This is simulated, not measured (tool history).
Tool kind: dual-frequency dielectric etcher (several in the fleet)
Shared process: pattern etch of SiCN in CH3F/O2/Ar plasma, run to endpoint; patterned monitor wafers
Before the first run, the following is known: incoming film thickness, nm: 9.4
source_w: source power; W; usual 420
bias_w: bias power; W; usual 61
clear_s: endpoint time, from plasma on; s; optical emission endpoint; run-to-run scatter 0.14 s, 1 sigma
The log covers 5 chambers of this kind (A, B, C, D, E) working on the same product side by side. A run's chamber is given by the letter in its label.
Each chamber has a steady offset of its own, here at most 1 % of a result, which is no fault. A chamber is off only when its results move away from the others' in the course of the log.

{"run": "1C", "hour": 10.1, "source_w": 420, "bias_w": 61, "clear_s": 26.179}
{"run": "2D", "hour": 17.0, "source_w": 420, "bias_w": 61, "clear_s": 26.061}
{"run": "3E", "hour": 24.2, "source_w": 420, "bias_w": 61, "clear_s": 26.212}
{"run": "4A", "hour": 35.8, "source_w": 420, "bias_w": 61, "clear_s": 25.862}
{"run": "5B", "hour": 43.7, "source_w": 420, "bias_w": 61, "clear_s": 26.468}
{"run": "6E", "hour": 56.5, "source_w": 420, "bias_w": 47, "clear_s": 28.537}
{"run": "7A", "hour": 68.8, "source_w": 420, "bias_w": 47, "clear_s": 28.259}
{"run": "8D", "hour": 80.5, "source_w": 420, "bias_w": 47, "clear_s": 28.65}
{"run": "9B", "hour": 92.9, "source_w": 420, "bias_w": 47, "clear_s": 28.791}
{"run": "10C", "hour": 105.8, "source_w": 420, "bias_w": 47, "clear_s": 28.717}
{"run": "11D", "hour": 112.4, "source_w": 510, "bias_w": 61, "clear_s": 24.262}
{"run": "12C", "hour": 120.5, "source_w": 510, "bias_w": 61, "clear_s": 24.388}
{"run": "13B", "hour": 132.1, "source_w": 510, "bias_w": 61, "clear_s": 24.687}
{"run": "14A", "hour": 145.5, "source_w": 510, "bias_w": 61, "clear_s": 24.226}
{"hour": 153.1, "done": "chamber D: wet clean of the chamber"}
{"run": "15E", "hour": 155.9, "source_w": 510, "bias_w": 61, "clear_s": 24.169}
{"run": "16A", "hour": 167.4, "source_w": 420, "bias_w": 61, "clear_s": 26.044}
{"run": "17B", "hour": 173.9, "source_w": 420, "bias_w": 61, "clear_s": 26.351}
{"run": "18E", "hour": 185.1, "source_w": 420, "bias_w": 61, "clear_s": 26.344}
{"run": "19C", "hour": 194.2, "source_w": 470, "bias_w": 61, "clear_s": 24.665}
{"hour": 196.2, "done": "chamber A: wet clean of the chamber"}
{"run": "20D", "hour": 200.4, "source_w": 470, "bias_w": 61, "clear_s": 25.143}
{"run": "21A", "hour": 206.2, "source_w": 470, "bias_w": 61, "clear_s": 25.106}
{"run": "22C", "hour": 213.0, "source_w": 470, "bias_w": 61, "clear_s": 24.658}
{"run": "23E", "hour": 225.9, "source_w": 470, "bias_w": 61, "clear_s": 25.363}
{"run": "24D", "hour": 233.4, "source_w": 420, "bias_w": 61, "clear_s": 26.044}
{"run": "25B", "hour": 244.5, "source_w": 420, "bias_w": 61, "clear_s": 26.581}
{"run": "26E", "hour": 257.6, "source_w": 420, "bias_w": 61, "clear_s": 26.457}
{"run": "27D", "hour": 265.4, "source_w": 420, "bias_w": 61, "clear_s": 26.069}
{"run": "28B", "hour": 274.5, "source_w": 420, "bias_w": 49, "clear_s": 28.174}
{"run": "29C", "hour": 286.4, "source_w": 420, "bias_w": 49, "clear_s": 27.987}
{"run": "30A", "hour": 297.6, "source_w": 420, "bias_w": 49, "clear_s": 27.911}
{"run": "31B", "hour": 307.9, "source_w": 420, "bias_w": 49, "clear_s": 28.327}
{"run": "32D", "hour": 314.8, "source_w": 420, "bias_w": 49, "clear_s": 28.151}
{"run": "33A", "hour": 324.1, "source_w": 420, "bias_w": 61, "clear_s": 26.058}
{"run": "34E", "hour": 336.8, "source_w": 420, "bias_w": 61, "clear_s": 26.202}

For the next run the whole fleet of 5 chambers uses the same settings. Give each chamber's results:
{"run": "35A", "hour": 346.3, "source_w": 420, "bias_w": 61, "clear_s": "?"}
{"run": "35B", "hour": 346.3, "source_w": 420, "bias_w": 61, "clear_s": "?"}
{"run": "35C", "hour": 346.3, "source_w": 420, "bias_w": 61, "clear_s": "?"}
{"run": "35D", "hour": 346.3, "source_w": 420, "bias_w": 61, "clear_s": "?"}
{"run": "35E", "hour": 346.3, "source_w": 420, "bias_w": 61, "clear_s": "?"}

run=35A clear_s=26.055
run=35B clear_s=26.298
run=35C clear_s=25.987
run=35D clear_s=26.308
run=35E clear_s=26.382
